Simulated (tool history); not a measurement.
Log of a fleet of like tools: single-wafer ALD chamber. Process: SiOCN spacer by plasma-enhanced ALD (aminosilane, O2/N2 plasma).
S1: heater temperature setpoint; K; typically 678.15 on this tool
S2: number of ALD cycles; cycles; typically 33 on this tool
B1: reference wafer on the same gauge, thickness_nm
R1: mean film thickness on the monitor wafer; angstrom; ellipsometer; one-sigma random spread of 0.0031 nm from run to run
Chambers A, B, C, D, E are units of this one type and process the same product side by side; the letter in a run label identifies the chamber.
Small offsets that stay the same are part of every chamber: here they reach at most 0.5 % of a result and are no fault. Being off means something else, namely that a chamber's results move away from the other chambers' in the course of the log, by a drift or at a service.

run	hour	S1	S2	B1	R1
1D	4.8	678.15	33	2.3487	19.595
2A	9.7	678.15	33	2.3496	19.486
3E	12.5	678.15	33	2.3493	19.728
4C	15.4	678.15	33	2.3487	19.566
5B	18.1	678.15	33	2.3482	19.631
6E	22.0	678.15	33	2.3481	19.658
7D	26.2	665.15	35	2.3481	20.985
8A	29.7	665.15	35	2.3467	21.031
9C	34.9	665.15	35	2.3467	20.971
10B	38.2	665.15	35	2.3460	21.194
11A	40.9	665.15	35	2.3461	20.985
12E	45.3	678.15	33	2.3447	19.620
13D	48.7	666.15	36	2.3454	21.607
14B	52.7	666.15	36	2.3448	21.798
15C	56.1	666.15	36	2.3448	21.527
16B	59.6	666.15	36	2.3448	21.747
17E	63.6	666.15	36	2.3433	21.729
18D	68.5	678.15	33	2.3436	19.567
19C	72.1	678.15	33	2.3428	19.438
20A	74.7	678.15	33	2.3419	19.505
21E	78.7	678.15	33	2.3430	19.625
22C	83.7	673.15	33	2.3423	19.756
23D	88.8	673.15	33	2.3420	19.829
24B	94.2	673.15	33	2.3418	19.905
25A	98.1	673.15	33	2.3392	19.758
26D	101.3	673.15	33	2.3408	19.787
27B	104.8	678.15	33	2.3387	19.646
28E	109.7	678.15	33	2.3399	19.601
29A	112.4	678.15	33	2.3394	19.432
30C	116.7	688.15	27	2.3395	15.425
31C	120.9	688.15	27	2.3371	15.448
32D	123.4	688.15	27	2.3383	15.483
33E	128.3	688.15	27	2.3382	15.515
34A	132.9	688.15	27	2.3366	15.447
35B	135.7	678.15	33	2.3379	19.606
36B	140.9	678.15	33	2.3366	19.607
37C	146.2	678.15	33	2.3359	19.371
38D	151.7	678.15	33	2.3353	19.444
39A	154.9	678.15	33	2.3337	19.438

Decide between three cases: one chamber stands off from its peers, the gauge reading all wafers drifts, or nothing is wrong past each chamber's small offset. Where a chamber is off, say which and what most likely put it there.

Every chamber seems to shift together because the gauge that measures them all drifts; the chambers themselves are fine.
Cause: gauge reads low (%) = 0.655.
